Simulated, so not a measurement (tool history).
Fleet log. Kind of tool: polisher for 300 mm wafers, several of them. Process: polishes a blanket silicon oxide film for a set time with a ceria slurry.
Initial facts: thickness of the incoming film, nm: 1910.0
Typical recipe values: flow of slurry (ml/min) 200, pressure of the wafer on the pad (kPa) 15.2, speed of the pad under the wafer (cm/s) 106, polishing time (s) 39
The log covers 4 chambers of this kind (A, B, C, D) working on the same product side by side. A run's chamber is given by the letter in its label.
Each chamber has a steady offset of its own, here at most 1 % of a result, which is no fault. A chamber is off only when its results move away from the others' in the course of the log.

run  hour  flow of slurry (ml/min)  pressure of the wafer on the pad (kPa)  speed of the pad under the wafer (cm/s)  polishing time (s)  film removed (angstrom)
 1B   4.7                      200                                    15.2                                      106                  39                  1188.80
 2C   9.4                      200                                    15.2                                      106                  39                  1218.00
 3A  13.0                      200                                    15.2                                      106                  39                  1179.60
     13.8  -- chamber B: worn pad replaced by a new one
 4D  17.9                      200                                    15.2                                      106                  39                  1152.40
 5B  21.8                      200                                    15.2                                      106                  39                  1201.10
 6A  24.2                      200                                    15.2                                      106                  39                  1190.90
 7D  28.1                      200                                    15.2                                      106                  39                  1160.00
 8C  30.7                      200                                    15.2                                      106                  39                  1191.10
 9A  34.9                      200                                    15.2                                      106                  39                  1185.60
10B  39.5                      200                                    15.2                                      106                  39                  1185.60
11D  43.1                      200                                    15.2                                      106                  39                  1184.30
12C  48.1                      200                                    15.2                                      106                  39                  1207.70
13A  50.4                      200                                    15.2                                      106                  39                  1138.80
14B  53.3                      200                                    15.2                                      106                  39                  1175.90
15D  55.6                      200                                    15.2                                      106                  39                  1192.60
16C  58.5                      200                                    15.2                                      106                  39                  1193.50
17D  61.3                      200                                    15.2                                      106                  39                  1189.00
18A  65.7                      200                                    15.2                                      106                  39                  1089.40
19C  68.6                      200                                    15.2                                      106                  39                  1184.70
20B  71.6                      200                                    15.2                                      106                  39                  1184.30
21A  74.7                      200                                    15.2                                       92                  26                   629.83
22C  77.5                      200                                    15.2                                       92                  26                   697.45
     80.0  -- chamber B: worn pad replaced by a new one
23B  81.8                      200                                    15.2                                       92                  26                   694.05
     82.5  -- chamber D: head pressure recalibrated
     84.0  -- chamber D: worn pad replaced by a new one
24D  84.8                      200                                    15.2                                       92                  26                   676.63
     85.2  -- chamber A: slurry nozzle cleaned
25A  89.2                      225                                    12.4                                      106                  39                   881.47
26D  92.8                      225                                    12.4                                      106                  39                   994.70

Has any chamber moved away from the others, gradually or after a service, or does the common gauge drift, or do the chambers differ only by their own small steady offsets? State the chamber and the most likely cause if one applies.

One chamber, A, drifts off from the rest bit by bit.
What lies behind it: removal rate lost through wear of the pad, % = 11.8.
The log might look much the same if the cause were instead: head's pressure below its setpoint, %.

Which of the 4 candidates below, each the usual settings with something changed and its results left as question marks, puts chamber A back in line with what the other chambers give on the usual settings?
In line here means within this much of the mean the other chambers give on the usual settings: film removed (angstrom) 38.00
27A-1  96.5                      200                                    15.9                                      110                  41                        ?
27A-2  96.5                      205                                    15.2                                      106                  47                        ?
27A-3  96.5                      195                                    15.2                                      106                  32                        ?
27A-4  96.5                      200                                    14.5                                      102                  37                        ?

Average result of the remaining chambers running the usual settings: film removed (angstrom) 1186.90
  run  film removed (angstrom)
27A-1                  1194.00
27A-2                  1266.10
27A-3                   856.38
27A-4                   912.95
27A-1 brings the chamber back in line.

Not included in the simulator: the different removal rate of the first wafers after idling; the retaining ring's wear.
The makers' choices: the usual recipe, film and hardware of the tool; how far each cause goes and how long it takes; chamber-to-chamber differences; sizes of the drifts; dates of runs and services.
